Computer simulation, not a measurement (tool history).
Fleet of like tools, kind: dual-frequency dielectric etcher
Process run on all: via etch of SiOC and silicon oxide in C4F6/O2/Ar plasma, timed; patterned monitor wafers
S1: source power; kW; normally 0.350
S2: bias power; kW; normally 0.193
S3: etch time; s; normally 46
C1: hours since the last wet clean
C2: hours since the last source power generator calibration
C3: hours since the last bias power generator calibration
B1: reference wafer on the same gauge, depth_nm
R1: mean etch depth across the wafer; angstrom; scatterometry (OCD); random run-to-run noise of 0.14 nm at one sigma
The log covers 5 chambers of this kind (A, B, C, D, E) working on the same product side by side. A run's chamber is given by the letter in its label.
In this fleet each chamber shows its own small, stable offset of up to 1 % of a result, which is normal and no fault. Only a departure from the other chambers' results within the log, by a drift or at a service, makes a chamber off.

run    day     S1     S2  S3     C1      C2      C3      B1      R1
 1C  0.238  0.350  0.193  46  228.0  4197.7   579.0  43.680  510.75
 2A  0.546  0.350  0.193  46   40.0  3314.3  2231.6  43.687  503.31
 3E  0.817  0.350  0.193  46  343.2   476.3  1093.0  43.695  502.51
 4B  1.121  0.350  0.193  46  332.3   126.0  1139.2  43.699  507.57
 5D  1.438  0.350  0.193  46  249.3  1428.6   508.8  43.737  507.22
 6B  1.662  0.350  0.193  46  345.3   139.0  1152.2  43.714  507.17
 7E  1.846  0.350  0.193  46  367.9   501.0  1117.7  43.728  505.90
 8A  2.179  0.350  0.193  46   79.2  3353.5  2270.8  43.705  502.07
     2.196  -- chamber C: source power generator calibrated
 9D  2.342  0.350  0.193  46  271.0  1450.3   530.5  43.692  508.25
10C  2.583  0.350  0.193  46  284.3     9.3   635.3  43.684  506.87
11B  2.925  0.350  0.193  46  375.6   169.3  1182.5  43.702  507.92
12C  3.121  0.350  0.193  46  297.2    22.2   648.2  43.699  512.31
13E  3.388  0.410  0.158  46  404.9   538.0  1154.7  43.700  499.92
14A  3.654  0.410  0.158  46  114.6  3388.9  2306.2  43.701  500.71
15D  3.829  0.410  0.158  46  306.7  1486.0   566.2  43.739  507.89
16C  4.021  0.410  0.158  46  318.8    43.8   669.8  43.729  509.15
17B  4.254  0.410  0.158  46  407.5   201.2  1214.4  43.722  503.49
18E  4.596  0.350  0.193  46  433.9   567.0  1183.7  43.704  504.01
     4.829  -- chamber E: wet clean of the chamber
19A  4.929  0.350  0.193  46  145.2  3419.5  2336.8  43.684  502.29
20D  5.104  0.350  0.193  46  337.3  1516.6   596.8  43.729  506.30
21A  5.292  0.350  0.193  46  153.9  3428.2  2345.5  43.730  505.17
22B  5.567  0.350  0.193  46  439.0   232.7  1245.9  43.729  511.77
23C  5.879  0.350  0.193  46  363.4    88.4   714.4  43.737  510.33
24E  6.150  0.350  0.193  46   31.7   604.3  1221.0  43.688  523.11
25D  6.300  0.350  0.193  46  366.0  1545.3   625.5  43.695  510.74
26B  6.583  0.350  0.193  46  463.4   257.1  1270.3  43.706  508.84
27C  6.812  0.350  0.193  46  385.8   110.8   736.8  43.695  511.83
28E  7.142  0.350  0.193  46   55.5   628.1  1244.8  43.706  522.75
29D  7.462  0.350  0.193  46  393.9  1573.2   653.4  43.701  507.33
     7.500  -- chamber C: wet clean of the chamber
30A  7.662  0.350  0.193  46  210.8  3485.1  2402.4  43.688  499.64
     7.817  -- chamber B: wet clean of the chamber
31D  7.875  0.350  0.193  46  403.8  1583.1   663.3  43.752  506.93
32C  8.138  0.380  0.213  46   15.3   142.6   768.6  43.704  542.02
33B  8.379  0.380  0.213  46   13.5   300.2  1313.4  43.683  542.72
34A  8.583  0.380  0.213  46  232.9  3507.2  2424.5  43.679  535.23
35E  8.829  0.380  0.213  46   96.0   668.6  1285.3  43.677  554.92
36C  9.142  0.380  0.213  46   39.4   166.7   792.7  43.695  544.14
37B  9.433  0.350  0.193  46   38.8   325.5  1338.7  43.719  508.55
38A  9.612  0.350  0.193  46  257.6  3531.9  2449.2  43.688  504.47

Predict what each chamber gives when all 5 of them run the settings below next.
39A  9.862  0.350  0.193  46                   ?
39B  9.862  0.350  0.193  46                   ?
39C  9.862  0.350  0.193  46                   ?
39D  9.862  0.350  0.193  46                   ?
39E  9.862  0.350  0.193  46                   ?

run      R1
39A  502.05
39B  507.43
39C  511.56
39D  507.14
39E  520.53
